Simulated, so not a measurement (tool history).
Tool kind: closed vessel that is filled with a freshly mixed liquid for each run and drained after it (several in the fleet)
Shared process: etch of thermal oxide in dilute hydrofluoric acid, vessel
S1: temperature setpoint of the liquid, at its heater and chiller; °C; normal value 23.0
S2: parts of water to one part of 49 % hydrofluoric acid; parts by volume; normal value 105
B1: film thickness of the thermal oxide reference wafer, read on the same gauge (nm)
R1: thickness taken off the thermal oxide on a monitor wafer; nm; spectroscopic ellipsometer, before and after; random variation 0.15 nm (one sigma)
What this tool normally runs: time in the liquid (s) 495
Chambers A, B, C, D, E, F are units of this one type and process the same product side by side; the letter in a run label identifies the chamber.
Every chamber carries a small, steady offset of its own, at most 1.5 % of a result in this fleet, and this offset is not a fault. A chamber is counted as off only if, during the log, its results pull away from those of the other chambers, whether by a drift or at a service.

Run 1D, hour 6.4: usual settings; B1 99.992. Result: R1 23.295 nm.
Run 2A, hour 12.3: usual settings; B1 100.020. Result: R1 23.609 nm.
Run 3C, hour 17.1: usual settings; B1 100.030. Result: R1 22.832 nm.
Run 4E, hour 22.7: usual settings; B1 99.964. Result: R1 23.100 nm.
Run 5B, hour 30.7: usual settings; B1 99.947. Result: R1 22.545 nm.
Run 6F, hour 39.2: usual settings but S1 25.5 °C, S2 140 parts by volume; B1 100.020. Result: R1 18.238 nm.
Run 7A, hour 44.2: usual settings but S1 25.5 °C, S2 140 parts by volume; B1 99.972. Result: R1 18.410 nm.
Run 8D, hour 50.5: usual settings but S1 25.5 °C, S2 140 parts by volume; B1 99.969. Result: R1 18.288 nm.
Run 9B, hour 56.6: usual settings but S1 25.5 °C, S2 140 parts by volume; B1 100.020. Result: R1 18.019 nm.
Run 10F, hour 64.5: usual settings but S1 25.5 °C, S2 140 parts by volume; B1 100.030. Result: R1 18.050 nm.
Run 11E, hour 73.4: usual settings but S1 25.5 °C, S2 140 parts by volume; B1 100.030. Result: R1 18.484 nm.
Run 12C, hour 80.5: usual settings; B1 100.050. Result: R1 22.950 nm.
Run 13A, hour 87.8: usual settings; B1 99.955. Result: R1 23.346 nm.
Run 14B, hour 96.6: usual settings; B1 100.050. Result: R1 22.755 nm.
Run 15D, hour 104.4: usual settings; B1 100.060. Result: R1 23.207 nm.
Run 16F, hour 112.0: usual settings but S1 26.5 °C; B1 100.030. Result: R1 26.426 nm.
At hour 114.2: chamber A: thermometer replaced.
At hour 121.9: chamber E: hydrofluoric acid flow meter replaced.
Run 17E, hour 122.9: usual settings but S1 26.5 °C; B1 100.030. Result: R1 26.599 nm.
Run 18C, hour 128.3: usual settings but S1 26.5 °C; B1 100.010. Result: R1 26.086 nm.
Run 19B, hour 134.9: usual settings but S1 26.5 °C; B1 100.010. Result: R1 26.085 nm.
Run 20E, hour 143.4: usual settings but S1 26.5 °C; B1 99.988. Result: R1 26.632 nm.
Run 21D, hour 149.8: usual settings but S1 26.5 °C; B1 99.987. Result: R1 26.687 nm.
Run 22A, hour 158.5: usual settings; B1 100.000. Result: R1 24.057 nm.
Run 23C, hour 163.7: usual settings; B1 99.986. Result: R1 22.416 nm.
Run 24F, hour 169.9: usual settings; B1 99.990. Result: R1 22.857 nm.
Run 25E, hour 180.9: usual settings; B1 100.010. Result: R1 23.059 nm.
Run 26F, hour 188.9: usual settings; B1 99.970. Result: R1 23.068 nm.
Run 27A, hour 197.2: usual settings; B1 100.030. Result: R1 24.095 nm.
Run 28C, hour 202.6: usual settings; B1 100.040. Result: R1 22.527 nm.
Run 29D, hour 213.4: usual settings; B1 100.000. Result: R1 23.081 nm.
Run 30B, hour 219.0: usual settings; B1 99.993. Result: R1 22.810 nm.
Run 31A, hour 226.4: usual settings but S1 20.5 °C; B1 100.010. Result: R1 21.950 nm.
Run 32E, hour 233.3: usual settings but S1 20.5 °C; B1 99.989. Result: R1 21.040 nm.
Run 33F, hour 239.7: usual settings but S1 20.5 °C; B1 99.981. Result: R1 20.984 nm.
Run 34D, hour 246.3: usual settings but S1 20.5 °C; B1 99.985. Result: R1 20.969 nm.
Run 35B, hour 254.2: usual settings but S1 20.5 °C; B1 100.030. Result: R1 20.565 nm.
Run 36C, hour 259.6: usual settings but S1 20.5 °C; B1 99.945. Result: R1 20.328 nm.

Each of the 6 chambers runs these same settings next. Fill in every chamber's results:
Run 37A, hour 267.7: usual settings. Result: R1 ?.
Run 37B, hour 267.7: usual settings. Result: R1 ?.
Run 37C, hour 267.7: usual settings. Result: R1 ?.
Run 37D, hour 267.7: usual settings. Result: R1 ?.
Run 37E, hour 267.7: usual settings. Result: R1 ?.
Run 37F, hour 267.7: usual settings. Result: R1 ?.

run      R1
37A  24.821
37B  22.787
37C  22.651
37D  23.321
37E  23.206
37F  23.233
